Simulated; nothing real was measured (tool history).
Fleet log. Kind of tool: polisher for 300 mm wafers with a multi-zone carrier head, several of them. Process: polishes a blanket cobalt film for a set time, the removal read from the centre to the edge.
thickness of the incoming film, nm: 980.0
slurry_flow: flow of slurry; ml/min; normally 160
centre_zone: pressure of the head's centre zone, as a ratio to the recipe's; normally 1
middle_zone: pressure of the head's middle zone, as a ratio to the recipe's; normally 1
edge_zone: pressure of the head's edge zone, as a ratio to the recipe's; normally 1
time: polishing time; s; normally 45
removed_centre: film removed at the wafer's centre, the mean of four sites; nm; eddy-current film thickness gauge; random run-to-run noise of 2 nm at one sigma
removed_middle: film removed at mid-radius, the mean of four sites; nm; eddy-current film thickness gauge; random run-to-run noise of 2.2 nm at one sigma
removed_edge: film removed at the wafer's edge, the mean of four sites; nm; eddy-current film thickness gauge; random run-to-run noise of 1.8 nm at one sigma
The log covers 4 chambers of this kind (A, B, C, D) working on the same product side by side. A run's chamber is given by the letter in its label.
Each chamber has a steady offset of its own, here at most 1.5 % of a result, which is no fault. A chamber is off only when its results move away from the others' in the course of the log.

| run | day | slurry_flow | centre_zone | middle_zone | edge_zone | time | wafers polished on this pad | hours since the slurry nozzle was cleaned | hours since the centre zone pressure was calibrated | hours since the edge zone pressure was calibrated | removed_centre | removed_middle | removed_edge |
|---|---|---|---|---|---|---|---|---|---|---|---|---|---|
| 1B | 0.5 | 160 | 1 | 1 | 1 | 45 | 735 | 86.2 | 230.4 | 754.1 | 156.65 | 159.74 | 155.68 |
|  | 0.779 | chamber C: worn pad replaced by a new one |
|  | 1.025 | chamber A: worn pad replaced by a new one |
|  | 1.125 | chamber B: worn pad replaced by a new one |
| 2C | 1.142 | 160 | 1 | 1 | 1 | 45 | 116 | 344.5 | 284.3 | 263.6 | 157.91 | 155.55 | 155.76 |
|  | 1.479 | chamber D: worn pad replaced by a new one |
| 3A | 1.775 | 160 | 1 | 1 | 1 | 45 | 239 | 189.5 | 292.8 | 340.4 | 156.17 | 163 | 164.34 |
| 4D | 2.312 | 160 | 1 | 1 | 1 | 45 | 266 | 234.3 | 206.9 | 401.7 | 161.75 | 156.91 | 159.27 |
| 5D | 2.733 | 160 | 1 | 1 | 1 | 45 | 400 | 244.4 | 217 | 411.8 | 159.24 | 159.76 | 158.76 |
| 6C | 3.242 | 160 | 1.11 | 1 | 0.96 | 45 | 785 | 394.9 | 334.7 | 314 | 175.73 | 163.17 | 153.51 |
| 7A | 3.538 | 160 | 1.11 | 1 | 0.96 | 45 | 800 | 231.8 | 335.1 | 382.7 | 181.72 | 162.25 | 159.19 |
|  | 3.742 | chamber A: worn pad replaced by a new one |
|  | 3.817 | chamber C: worn pad replaced by a new one |
|  | 3.938 | chamber D: worn pad replaced by a new one |
| 8B | 3.95 | 160 | 1.11 | 1 | 0.96 | 45 | 901 | 169 | 313.2 | 836.9 | 182.45 | 158.61 | 156.41 |
|  | 4.267 | chamber B: worn pad replaced by a new one |
| 9C | 4.3 | 160 | 1.11 | 1 | 0.96 | 45 | 154 | 420.3 | 360.1 | 339.4 | 173.56 | 156.56 | 153.29 |
| 10B | 4.638 | 160 | 1 | 1 | 1 | 45 | 119 | 185.5 | 329.7 | 853.4 | 157.88 | 160.08 | 157.58 |
| 11D | 4.917 | 160 | 1 | 1 | 1 | 45 | 313 | 296.8 | 269.4 | 464.2 | 157.2 | 156.19 | 157.2 |
| 12A | 5.396 | 160 | 1 | 1 | 1 | 45 | 527 | 276.4 | 379.7 | 427.3 | 158.45 | 158.09 | 159.2 |
| 13C | 5.796 | 160 | 1 | 1 | 1 | 45 | 631 | 456.2 | 396 | 375.3 | 161.38 | 160.83 | 161.49 |
|  | 5.992 | chamber A: worn pad replaced by a new one |
|  | 6.079 | chamber D: worn pad replaced by a new one |
| 14B | 6.158 | 160 | 1 | 0.93 | 1 | 50 | 603 | 222 | 366.2 | 889.9 | 171.41 | 170.51 | 176.51 |
|  | 6.404 | chamber C: worn pad replaced by a new one |
| 15A | 6.8 | 160 | 1 | 0.93 | 1 | 50 | 257 | 310.1 | 413.4 | 461 | 178.97 | 165.64 | 179.3 |
|  | 6.875 | chamber B: worn pad replaced by a new one |
| 16D | 7.208 | 160 | 1 | 0.93 | 1 | 50 | 360 | 351.8 | 324.4 | 519.2 | 178.29 | 166.06 | 177.02 |
| 17D | 7.588 | 160 | 1 | 0.93 | 1 | 50 | 481 | 360.9 | 333.5 | 528.3 | 172 | 162.55 | 175.77 |
|  | 7.633 | chamber B: slurry nozzle cleaned |
| 18B | 7.871 | 160 | 0.9 | 1 | 0.89 | 45 | 318 | 5.8 | 407.3 | 931 | 144.03 | 160.45 | 148.2 |
|  | 7.962 | chamber A: centre zone pressure recalibrated |
|  | 8.408 | chamber D: worn pad replaced by a new one |
| 19A | 8.446 | 160 | 0.9 | 1 | 0.89 | 45 | 782 | 349.6 | 11.6 | 500.5 | 139.15 | 161 | 152.29 |
|  | 8.625 | chamber A: worn pad replaced by a new one |
| 20C | 8.925 | 160 | 0.9 | 1 | 0.89 | 45 | 803 | 531.3 | 471.1 | 450.4 | 137.82 | 157.6 | 150.02 |
|  | 9.288 | chamber C: worn pad replaced by a new one |
|  | 9.288 | chamber D: slurry nozzle cleaned |
| 21A | 9.542 | 160 | 0.9 | 1 | 0.89 | 45 | 292 | 375.9 | 37.9 | 526.8 | 141.13 | 161.36 | 152.01 |
|  | 9.588 | chamber B: centre zone pressure recalibrated |
|  | 9.679 | chamber C: edge zone pressure recalibrated |
| 22B | 10.117 | 160 | 1 | 1 | 1 | 45 | 1034 | 59.7 | 12.8 | 984.9 | 157.7 | 160.24 | 159.49 |
|  | 10.179 | chamber B: worn pad replaced by a new one |
| 23C | 10.438 | 160 | 1 | 1 | 1 | 45 | 366 | 567.6 | 507.4 | 18.2 | 161.23 | 158.28 | 160.1 |
| 24D | 10.75 | 160 | 1 | 1 | 1 | 45 | 746 | 35.2 | 409.4 | 604.2 | 161.2 | 160.72 | 158.84 |
|  | 10.979 | chamber D: worn pad replaced by a new one |
| 25A | 11.062 | 160 | 1 | 1.11 | 1 | 45 | 776 | 412.4 | 74.4 | 563.3 | 159.54 | 174.53 | 161.01 |
| 26B | 11.508 | 160 | 1 | 1.11 | 1 | 45 | 424 | 93.1 | 46.2 | 1018.3 | 161.45 | 175.79 | 157.78 |
| 27D | 12.038 | 160 | 1 | 1.11 | 1 | 45 | 337 | 66.1 | 440.3 | 635.1 | 160.5 | 172.92 | 157.71 |

Each of the 4 chambers runs these same settings next. Fill in every chamber's results:
| 28A | 12.496 | 160 | 1 | 1 | 1 | 45 |  |  |  |  | ? | ? | ? |
| 28B | 12.496 | 160 | 1 | 1 | 1 | 45 |  |  |  |  | ? | ? | ? |
| 28C | 12.496 | 160 | 1 | 1 | 1 | 45 |  |  |  |  | ? | ? | ? |
| 28D | 12.496 | 160 | 1 | 1 | 1 | 45 |  |  |  |  | ? | ? | ? |

| run | removed_centre | removed_middle | removed_edge |
|---|---|---|---|
| 28A | 156.99 | 159.69 | 159.63 |
| 28B | 157.61 | 161.77 | 157.93 |
| 28C | 157.49 | 159.73 | 158.88 |
| 28D | 159.8 | 160.01 | 160.9 |
